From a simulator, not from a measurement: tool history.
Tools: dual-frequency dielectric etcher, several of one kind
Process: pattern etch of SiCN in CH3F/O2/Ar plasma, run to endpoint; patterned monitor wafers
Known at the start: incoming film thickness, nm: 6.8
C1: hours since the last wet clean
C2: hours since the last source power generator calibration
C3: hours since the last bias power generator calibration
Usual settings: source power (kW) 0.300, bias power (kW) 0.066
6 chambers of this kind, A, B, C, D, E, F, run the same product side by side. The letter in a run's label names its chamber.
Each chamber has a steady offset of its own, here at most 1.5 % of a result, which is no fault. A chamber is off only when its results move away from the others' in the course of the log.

{"run": "1B", "hour": 6.9, "source power (kW)": 0.3, "bias power (kW)": 0.066, "C1": 322.7, "C2": 3110.8, "C3": 4555.3, "endpoint time (s)": 20.6}
{"run": "2F", "hour": 11.9, "source power (kW)": 0.3, "bias power (kW)": 0.066, "C1": 276.1, "C2": 256.6, "C3": 229.7, "endpoint time (s)": 20.819}
{"run": "3E", "hour": 18.0, "source power (kW)": 0.3, "bias power (kW)": 0.066, "C1": 239.8, "C2": 1379.9, "C3": 1458.4, "endpoint time (s)": 20.987}
{"run": "4D", "hour": 22.0, "source power (kW)": 0.3, "bias power (kW)": 0.066, "C1": 296.5, "C2": 3145.6, "C3": 240.7, "endpoint time (s)": 20.84}
{"run": "5A", "hour": 26.0, "source power (kW)": 0.3, "bias power (kW)": 0.066, "C1": 505.8, "C2": 697.5, "C3": 923.8, "endpoint time (s)": 21.241}
{"run": "6C", "hour": 33.5, "source power (kW)": 0.3, "bias power (kW)": 0.079, "C1": 285.8, "C2": 1116.3, "C3": 1282.2, "endpoint time (s)": 19.312}
{"run": "7C", "hour": 42.2, "source power (kW)": 0.3, "bias power (kW)": 0.079, "C1": 294.5, "C2": 1125.0, "C3": 1290.9, "endpoint time (s)": 19.268}
{"run": "8A", "hour": 49.7, "source power (kW)": 0.3, "bias power (kW)": 0.079, "C1": 529.5, "C2": 721.2, "C3": 947.5, "endpoint time (s)": 19.857}
{"run": "9F", "hour": 56.6, "source power (kW)": 0.3, "bias power (kW)": 0.079, "C1": 320.8, "C2": 301.3, "C3": 274.4, "endpoint time (s)": 19.398}
{"run": "10D", "hour": 61.4, "source power (kW)": 0.3, "bias power (kW)": 0.079, "C1": 335.9, "C2": 3185.0, "C3": 280.1, "endpoint time (s)": 19.467}
{"run": "11E", "hour": 65.7, "source power (kW)": 0.3, "bias power (kW)": 0.079, "C1": 287.5, "C2": 1427.6, "C3": 1506.1, "endpoint time (s)": 19.529}
{"hour": 69.2, "done": "chamber A: wet clean of the chamber"}
{"run": "12B", "hour": 69.7, "source power (kW)": 0.3, "bias power (kW)": 0.066, "C1": 385.5, "C2": 3173.6, "C3": 4618.1, "endpoint time (s)": 20.304}
{"hour": 73.3, "done": "chamber C: wet clean of the chamber"}
{"run": "13B", "hour": 75.2, "source power (kW)": 0.3, "bias power (kW)": 0.066, "C1": 391.0, "C2": 3179.1, "C3": 4623.6, "endpoint time (s)": 20.767}
{"run": "14D", "hour": 81.7, "source power (kW)": 0.3, "bias power (kW)": 0.059, "C1": 356.2, "C2": 3205.3, "C3": 300.4, "endpoint time (s)": 21.678}
{"run": "15F", "hour": 90.1, "source power (kW)": 0.3, "bias power (kW)": 0.059, "C1": 354.3, "C2": 334.8, "C3": 307.9, "endpoint time (s)": 21.635}
{"run": "16E", "hour": 97.3, "source power (kW)": 0.3, "bias power (kW)": 0.059, "C1": 319.1, "C2": 1459.2, "C3": 1537.7, "endpoint time (s)": 21.51}
{"run": "17A", "hour": 105.3, "source power (kW)": 0.3, "bias power (kW)": 0.059, "C1": 36.1, "C2": 776.8, "C3": 1003.1, "endpoint time (s)": 21.715}
{"hour": 106.1, "done": "chamber D: wet clean of the chamber"}
{"hour": 106.6, "done": "chamber B: wet clean of the chamber"}
{"run": "18C", "hour": 113.9, "source power (kW)": 0.3, "bias power (kW)": 0.059, "C1": 40.6, "C2": 1196.7, "C3": 1362.6, "endpoint time (s)": 21.324}
{"run": "19B", "hour": 120.9, "source power (kW)": 0.3, "bias power (kW)": 0.059, "C1": 14.3, "C2": 3224.8, "C3": 4669.3, "endpoint time (s)": 21.532}
{"run": "20F", "hour": 128.5, "source power (kW)": 0.3, "bias power (kW)": 0.066, "C1": 392.7, "C2": 373.2, "C3": 346.3, "endpoint time (s)": 20.529}
{"run": "21A", "hour": 133.8, "source power (kW)": 0.3, "bias power (kW)": 0.066, "C1": 64.6, "C2": 805.3, "C3": 1031.6, "endpoint time (s)": 21.021}
{"hour": 135.3, "done": "chamber F: wet clean of the chamber"}
{"run": "22D", "hour": 141.0, "source power (kW)": 0.3, "bias power (kW)": 0.066, "C1": 34.9, "C2": 3264.6, "C3": 359.7, "endpoint time (s)": 20.739}
{"run": "23C", "hour": 145.8, "source power (kW)": 0.23, "bias power (kW)": 0.076, "C1": 72.5, "C2": 1228.6, "C3": 1394.5, "endpoint time (s)": 21.708}
{"hour": 146.2, "done": "chamber B: bias power generator calibrated"}
{"run": "24E", "hour": 150.3, "source power (kW)": 0.23, "bias power (kW)": 0.076, "C1": 372.1, "C2": 1512.2, "C3": 1590.7, "endpoint time (s)": 21.724}
{"run": "25E", "hour": 156.9, "source power (kW)": 0.23, "bias power (kW)": 0.076, "C1": 378.7, "C2": 1518.8, "C3": 1597.3, "endpoint time (s)": 21.735}
{"run": "26F", "hour": 164.4, "source power (kW)": 0.23, "bias power (kW)": 0.076, "C1": 29.2, "C2": 409.1, "C3": 382.2, "endpoint time (s)": 20.774}
{"run": "27C", "hour": 172.6, "source power (kW)": 0.23, "bias power (kW)": 0.076, "C1": 99.3, "C2": 1255.4, "C3": 1421.3, "endpoint time (s)": 21.68}
{"run": "28D", "hour": 178.3, "source power (kW)": 0.23, "bias power (kW)": 0.076, "C1": 72.2, "C2": 3301.9, "C3": 397.0, "endpoint time (s)": 21.81}
{"hour": 184.4, "done": "chamber E: wet clean of the chamber"}
{"run": "29A", "hour": 184.9, "source power (kW)": 0.3, "bias power (kW)": 0.066, "C1": 115.7, "C2": 856.4, "C3": 1082.7, "endpoint time (s)": 21.141}
{"run": "30B", "hour": 192.6, "source power (kW)": 0.3, "bias power (kW)": 0.066, "C1": 86.0, "C2": 3296.5, "C3": 46.5, "endpoint time (s)": 20.798}
{"run": "31D", "hour": 198.3, "source power (kW)": 0.26, "bias power (kW)": 0.066, "C1": 92.2, "C2": 3321.9, "C3": 417.0, "endpoint time (s)": 22.009}
{"run": "32F", "hour": 205.9, "source power (kW)": 0.26, "bias power (kW)": 0.066, "C1": 70.7, "C2": 450.6, "C3": 423.7, "endpoint time (s)": 20.734}
{"run": "33A", "hour": 214.0, "source power (kW)": 0.26, "bias power (kW)": 0.066, "C1": 144.8, "C2": 885.5, "C3": 1111.8, "endpoint time (s)": 22.302}
{"run": "34B", "hour": 222.2, "source power (kW)": 0.26, "bias power (kW)": 0.066, "C1": 115.6, "C2": 3326.1, "C3": 76.1, "endpoint time (s)": 21.646}
{"run": "35E", "hour": 230.9, "source power (kW)": 0.26, "bias power (kW)": 0.066, "C1": 46.5, "C2": 1592.8, "C3": 1671.3, "endpoint time (s)": 21.836}
{"run": "36C", "hour": 236.1, "source power (kW)": 0.26, "bias power (kW)": 0.066, "C1": 162.8, "C2": 1318.9, "C3": 1484.8, "endpoint time (s)": 21.568}
{"run": "37A", "hour": 244.0, "source power (kW)": 0.3, "bias power (kW)": 0.066, "C1": 174.8, "C2": 915.5, "C3": 1141.8, "endpoint time (s)": 20.887}
{"run": "38F", "hour": 252.7, "source power (kW)": 0.3, "bias power (kW)": 0.066, "C1": 117.5, "C2": 497.4, "C3": 470.5, "endpoint time (s)": 19.88}
{"run": "39E", "hour": 260.3, "source power (kW)": 0.3, "bias power (kW)": 0.066, "C1": 75.9, "C2": 1622.2, "C3": 1700.7, "endpoint time (s)": 20.856}
{"run": "40C", "hour": 266.4, "source power (kW)": 0.3, "bias power (kW)": 0.066, "C1": 193.1, "C2": 1349.2, "C3": 1515.1, "endpoint time (s)": 20.765}

What goes on in this fleet: one chamber off, a drifting gauge, or nothing beyond the chambers' own small offsets? Name the chamber and the cause, if any.

A service left chamber F off against the others.
Cause: etch rate over this chamber's usual, % = 4.97.

Here are 4 candidates for chamber F's next run, each the usual settings with a change, their results left as question marks. Which one brings its results back in line with what the others give on the usual settings?
In line means no further than this from the other chambers' mean on the usual settings: endpoint time (s) 0.420
{"run": "41F-1", "hour": 272.6, "source power (kW)": 0.31, "bias power (kW)": 0.067, "endpoint time (s)": "?"}
{"run": "41F-2", "hour": 272.6, "source power (kW)": 0.34, "bias power (kW)": 0.066, "endpoint time (s)": "?"}
{"run": "41F-3", "hour": 272.6, "source power (kW)": 0.29, "bias power (kW)": 0.065, "endpoint time (s)": "?"}
{"run": "41F-4", "hour": 272.6, "source power (kW)": 0.28, "bias power (kW)": 0.062, "endpoint time (s)": "?"}

The other chambers' mean on the usual settings: endpoint time (s) 20.787
run=41F-1 endpoint_time_(s)=19.364
run=41F-2 endpoint_time_(s)=18.809
run=41F-3 endpoint_time_(s)=20.061
run=41F-4 endpoint_time_(s)=20.662
41F-4 brings the chamber back in line.
